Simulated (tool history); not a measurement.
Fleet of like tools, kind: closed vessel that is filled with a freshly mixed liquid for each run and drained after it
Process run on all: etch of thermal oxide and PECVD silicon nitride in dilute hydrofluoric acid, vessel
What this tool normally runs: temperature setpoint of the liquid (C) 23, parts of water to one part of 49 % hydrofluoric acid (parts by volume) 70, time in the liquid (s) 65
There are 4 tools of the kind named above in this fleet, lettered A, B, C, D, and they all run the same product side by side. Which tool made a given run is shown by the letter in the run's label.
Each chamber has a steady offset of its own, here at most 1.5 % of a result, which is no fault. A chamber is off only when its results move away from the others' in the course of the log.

run	hour	temperature setpoint of the liquid (C)	parts of water to one part of 49 % hydrofluoric acid (parts by volume)	time in the liquid (s)	read-back film thickness of the thermal oxide reference wafer, read on the same gauge (nm)	read-back film thickness of the PECVD silicon nitride reference wafer, read on the same gauge (nm)	thickness taken off the thermal oxide on a monitor wafer (nm)	thickness taken off the PECVD silicon nitride on a monitor wafer (nm)
1D	6.1	23	70	65	109.98	109.97	4.19	3.633
# hour 14: chamber A: hydrofluoric acid flow meter replaced
2A	15.1	23	70	65	110	110.01	4.2201	3.6509
3B	24.3	23	70	65	110.01	109.97	4.1385	3.6694
4C	35.1	23	70	65	110.02	109.99	4.1187	3.6418
5B	43.4	23	70	65	110.01	110	4.1552	3.6581
6A	53	23	70	65	109.99	110.02	4.2696	3.6695
# hour 64.2: chamber D: hydrofluoric acid flow meter replaced
7C	64.5	23	70	65	110.01	110.03	4.2141	3.6644
8D	72.3	23	70	65	110	110.02	4.1132	3.6012
9A	78.5	23	70	65	109.97	110	4.1661	3.6446
10D	86.1	23	70	65	110.01	110	4.179	3.66
11B	93.9	23	70	65	110	109.97	4.1465	3.6447
12C	101.6	23	70	65	110.01	110.01	4.2285	3.6283
13D	109.4	23	50	65	110.01	110.04	6.0048	5.0548
14B	116.7	23	50	65	110	110	5.9888	5.1339
15A	127.6	23	50	65	109.99	110	6.0716	5.1092
16C	133.8	23	50	65	109.99	110.02	5.9439	5.0507
17C	141.2	23	70	65	110	109.98	4.1667	3.6779
# hour 143.1: chamber C: hydrofluoric acid flow meter replaced
18D	147.5	23	70	65	109.97	110	4.1323	3.6175
19A	155.1	19	95	65	109.98	110	2.5705	2.0816
20B	167.2	19	95	65	110.01	109.99	2.5293	2.0671
21D	177.5	19	95	65	110.03	110.01	2.5065	2.0385
22C	183.3	19	95	65	110.02	110.01	2.5686	2.0758
23B	190.7	23	70	65	109.97	109.99	4.1548	3.637
24A	202.3	23	70	65	109.98	110.02	4.1994	3.6473
25B	214.6	23	70	65	109.99	110.02	4.1474	3.6517
26A	221.5	23	70	65	110	110	4.197	3.6919
27D	228	23	70	65	109.99	109.98	4.1916	3.6147
28C	234.2	23	70	65	109.98	110	4.2372	3.6502
29A	240.5	23	70	65	110.02	110	4.1848	3.647

Has any chamber moved away from the others, gradually or after a service, or does the common gauge drift, or do the chambers differ only by their own small steady offsets? State the chamber and the most likely cause if one applies.

Neither any chamber nor the gauge drifts; the chambers differ only by their own small, steady offsets.

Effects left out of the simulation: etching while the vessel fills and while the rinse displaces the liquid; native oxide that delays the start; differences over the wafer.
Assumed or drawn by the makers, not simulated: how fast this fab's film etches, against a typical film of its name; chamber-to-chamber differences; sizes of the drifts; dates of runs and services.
